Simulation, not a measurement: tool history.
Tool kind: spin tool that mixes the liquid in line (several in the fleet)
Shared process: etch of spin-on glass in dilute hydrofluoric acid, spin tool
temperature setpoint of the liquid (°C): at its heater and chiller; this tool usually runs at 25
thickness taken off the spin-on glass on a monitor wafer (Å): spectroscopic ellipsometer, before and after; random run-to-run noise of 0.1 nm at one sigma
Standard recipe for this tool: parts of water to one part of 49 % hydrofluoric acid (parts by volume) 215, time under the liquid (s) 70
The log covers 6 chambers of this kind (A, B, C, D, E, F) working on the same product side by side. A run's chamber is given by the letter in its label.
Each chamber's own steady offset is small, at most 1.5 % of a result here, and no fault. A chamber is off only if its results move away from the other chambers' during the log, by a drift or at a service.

run,hour,temperature setpoint of the liquid (°C),parts of water to one part of 49 % hydrofluoric acid (parts by volume),time under the liquid (s),hours since the thermometer was replaced,hours since the hydrofluoric acid flow meter was replaced,"read-back film thickness of the spin-on glass reference wafer, read on the same gauge (nm)",thickness taken off the spin-on glass on a monitor wafer (Å)
1C,4.4,25,215,70,357.7,235.6,130.02,118.98
2E,9.6,25,215,70,446.0,287.1,129.97,115.10
3B,14.4,25,215,70,2648.3,798.3,130.01,113.95
4D,20.8,25,215,70,54.6,1303.0,130.00,116.57
5F,25.5,25,215,70,64.0,853.5,130.03,113.70
# hour 28.8: chamber B: thermometer replaced
6A,30.5,25,215,70,339.3,1010.3,130.01,115.72
7C,37.4,25,215,70,390.7,268.6,129.96,117.22
8D,41.5,25,215,70,75.3,1323.7,130.02,117.73
9A,46.3,25,215,70,355.1,1026.1,129.98,117.10
10B,52.4,25,215,70,23.7,836.3,129.99,115.90
11F,56.2,25,215,70,94.7,884.2,130.00,111.33
12E,61.5,25,215,70,497.9,339.0,130.02,115.18
13C,67.3,25,215,70,420.6,298.5,129.98,119.92
14B,72.5,25,215,70,43.8,856.4,130.03,116.00
15D,78.3,25,215,70,112.1,1360.5,129.94,116.92
16A,85.0,25,215,70,393.8,1064.8,130.04,115.17
17E,90.8,25,215,70,527.2,368.3,130.01,116.93
18F,94.5,25,215,70,133.0,922.5,129.99,110.02
19D,99.9,25,215,70,133.7,1382.1,129.98,116.74
20C,105.6,25,215,70,458.9,336.8,129.98,118.62
21B,111.1,25,215,70,82.4,895.0,129.98,115.27
22F,115.2,25,215,70,153.7,943.2,129.99,109.39
23A,118.9,25,215,70,427.7,1098.7,130.03,115.74
24E,124.4,25,215,70,560.8,401.9,129.97,115.61
25E,129.5,25,215,70,565.9,407.0,130.02,116.96
26C,134.3,25,215,70,487.6,365.5,129.98,118.00
27A,139.0,25,215,70,447.8,1118.8,129.96,116.95
28F,145.9,25,215,70,184.4,973.9,130.01,108.08
29D,150.4,25,215,70,184.2,1432.6,130.02,116.29
30B,157.2,25,120,90,128.5,941.1,129.99,295.77
31E,160.7,25,120,90,597.1,438.2,130.00,293.89
32A,166.6,25,120,90,475.4,1146.4,130.00,299.09
33C,170.3,25,120,90,523.6,401.5,130.00,298.25
34B,177.2,25,120,90,148.5,961.1,129.99,296.48
35D,181.4,25,120,90,215.2,1463.6,130.04,304.17
36F,186.6,25,215,70,225.1,1014.6,130.01,103.83
37B,191.7,25,215,70,163.0,975.6,130.03,119.08
38E,197.0,28,110,70,633.4,474.5,130.01,283.07
39A,202.0,28,110,70,510.8,1181.8,130.00,290.58
40C,205.8,28,110,70,559.1,437.0,130.00,295.14

Predict what each chamber gives when all 6 of them run the settings below next.
41A,210.8,25,215,70,,,,?
41B,210.8,25,215,70,,,,?
41C,210.8,25,215,70,,,,?
41D,210.8,25,215,70,,,,?
41E,210.8,25,215,70,,,,?
41F,210.8,25,215,70,,,,?

run,thickness taken off the spin-on glass on a monitor wafer (Å)
41A,115.13
41B,115.58
41C,118.74
41D,116.26
41E,116.99
41F,104.03

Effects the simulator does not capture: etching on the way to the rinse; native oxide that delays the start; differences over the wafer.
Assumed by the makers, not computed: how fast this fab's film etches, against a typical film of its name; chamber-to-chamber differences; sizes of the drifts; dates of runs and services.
